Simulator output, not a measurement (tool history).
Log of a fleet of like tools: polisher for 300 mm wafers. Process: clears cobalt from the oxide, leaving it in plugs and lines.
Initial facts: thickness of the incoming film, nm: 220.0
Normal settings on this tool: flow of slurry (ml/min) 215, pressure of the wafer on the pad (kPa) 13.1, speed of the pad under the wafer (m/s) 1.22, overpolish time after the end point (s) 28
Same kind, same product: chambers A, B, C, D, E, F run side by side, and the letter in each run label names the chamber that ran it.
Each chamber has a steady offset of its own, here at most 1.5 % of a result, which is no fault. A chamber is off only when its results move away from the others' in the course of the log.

run	hour	flow of slurry (ml/min)	pressure of the wafer on the pad (kPa)	speed of the pad under the wafer (m/s)	overpolish time after the end point (s)	wafers polished on this pad	hours since the slurry nozzle was cleaned	hours since the head pressure was calibrated	time until the end point was called (s)	dishing of a wide line in a test structure (nm)
1C	6.1	215	13.1	1.22	28	204	92.8	145.9	45.448	56.613
2F	16.9	215	13.1	1.22	28	479	323.7	549.4	45.933	56.876
# hour 22.8: chamber F: head pressure recalibrated
3A	23.6	215	13.1	1.22	28	849	65.6	83.8	46.057	54.669
# hour 28.2: chamber B: slurry nozzle cleaned
4E	29.6	215	13.1	1.22	28	1179	59.3	1211.0	45.967	56.189
5D	41.7	215	13.1	1.22	28	348	121.6	1059.5	46.285	55.111
6B	49.7	215	13.1	1.22	28	703	21.6	179.4	45.332	55.928
# hour 51.3: chamber E: worn pad replaced by a new one
# hour 54.9: chamber A: worn pad replaced by a new one
7E	57.6	215	13.1	1.22	28	34	87.3	1239.0	46.031	57.998
8D	69.0	215	13.1	1.22	28	495	148.9	1086.8	45.526	56.254
# hour 71.9: chamber D: worn pad replaced by a new one
9B	75.4	215	13.1	1.22	28	842	47.3	205.1	45.238	54.909
# hour 80.9: chamber F: worn pad replaced by a new one
10A	86.2	215	9.0	1.22	43	168	128.2	146.4	67.526	56.613
# hour 87.2: chamber E: head pressure recalibrated
11C	97.4	215	9.0	1.22	43	696	184.1	237.2	66.562	55.804
12F	107.0	215	9.0	1.22	43	140	413.8	84.2	66.769	56.486
13F	115.4	215	9.0	1.22	43	186	422.2	92.6	66.358	56.984
14C	125.7	215	9.0	1.22	43	848	212.4	265.5	67.408	56.450
15B	132.2	215	9.0	1.22	43	1148	104.1	261.9	66.121	56.257
16E	143.0	215	13.1	1.22	28	494	172.7	55.8	45.758	56.754
17D	152.2	215	13.1	1.22	28	432	232.1	1170.0	45.485	55.465
18A	162.3	215	13.1	1.22	28	578	204.3	222.5	45.581	55.080
# hour 170.2: chamber B: worn pad replaced by a new one
19C	173.3	240	13.1	1.22	28	1105	260.0	313.1	45.410	55.485
# hour 175.0: chamber D: worn pad replaced by a new one
20A	185.5	240	13.1	1.22	28	703	227.5	245.7	45.011	56.458
# hour 191.0: chamber C: slurry nozzle cleaned
21F	197.5	240	13.1	1.22	28	628	504.3	174.7	44.950	56.535
22E	207.1	240	13.1	1.22	28	839	236.8	119.9	45.022	55.588
23B	217.1	240	13.1	1.22	28	252	189.0	346.8	45.331	55.188
24D	222.6	240	13.1	1.22	28	256	302.5	1240.4	44.986	57.308
# hour 227.9: chamber A: slurry nozzle cleaned
# hour 228.2: chamber A: worn pad replaced by a new one
# hour 232.5: chamber F: worn pad replaced by a new one
# hour 232.6: chamber D: head pressure recalibrated
25E	234.0	215	13.1	1.22	28	984	263.7	146.8	46.037	55.807
26B	243.4	215	13.1	1.22	28	394	215.3	373.1	44.798	54.137
# hour 247.3: chamber F: slurry nozzle cleaned
# hour 248.8: chamber E: worn pad replaced by a new one
27D	248.8	215	13.1	1.22	28	397	328.7	16.3	45.206	55.918
# hour 255.2: chamber C: worn pad replaced by a new one
28F	260.7	215	13.1	1.22	28	152	13.5	237.9	46.507	57.065
29C	269.8	215	13.1	0.86	28	79	78.9	409.6	64.576	47.795
# hour 270.9: chamber D: worn pad replaced by a new one
30A	277.3	215	13.1	0.86	28	264	49.5	337.5	64.673	49.487
31D	282.7	215	13.1	0.86	28	63	362.6	50.2	64.044	50.080
# hour 285.7: chamber B: slurry nozzle cleaned
# hour 292.2: chamber D: slurry nozzle cleaned
32E	293.8	215	13.1	0.86	28	242	323.5	206.6	64.818	50.649
33A	304.7	215	13.1	0.86	28	412	76.9	364.9	65.354	48.490
34F	316.8	215	13.1	0.86	28	454	69.6	294.0	64.245	48.733
35C	323.9	215	13.1	1.22	28	370	133.0	463.7	45.607	56.387
# hour 326.8: chamber E: slurry nozzle cleaned
36B	335.5	215	13.1	1.22	28	890	49.8	465.2	44.693	55.472
37D	343.9	215	13.1	1.22	28	393	51.8	111.4	45.574	56.088
38C	353.1	215	13.1	1.22	28	527	162.2	492.9	46.137	55.725
39F	359.4	215	13.1	1.22	28	683	112.2	336.6	45.671	55.989
40B	371.4	215	13.1	1.22	28	1083	85.7	501.1	45.082	55.936
41E	380.2	265	13.1	1.22	33	707	53.4	293.0	45.475	59.126
42A	387.1	265	13.1	1.22	33	856	159.3	447.3	45.450	59.545
43E	394.7	265	13.1	1.22	33	785	67.9	307.5	44.996	58.557

For the next run the whole fleet of 6 chambers uses the same settings. Give each chamber's results:
44A	403.4	215	13.1	1.22	34				?	?
44B	403.4	215	13.1	1.22	34				?	?
44C	403.4	215	13.1	1.22	34				?	?
44D	403.4	215	13.1	1.22	34				?	?
44E	403.4	215	13.1	1.22	34				?	?
44F	403.4	215	13.1	1.22	34				?	?

run	time until the end point was called (s)	dishing of a wide line in a test structure (nm)
44A	46.205	58.077
44B	45.490	57.495
44C	45.752	59.149
44D	45.828	58.912
44E	46.197	59.635
44F	45.942	59.455
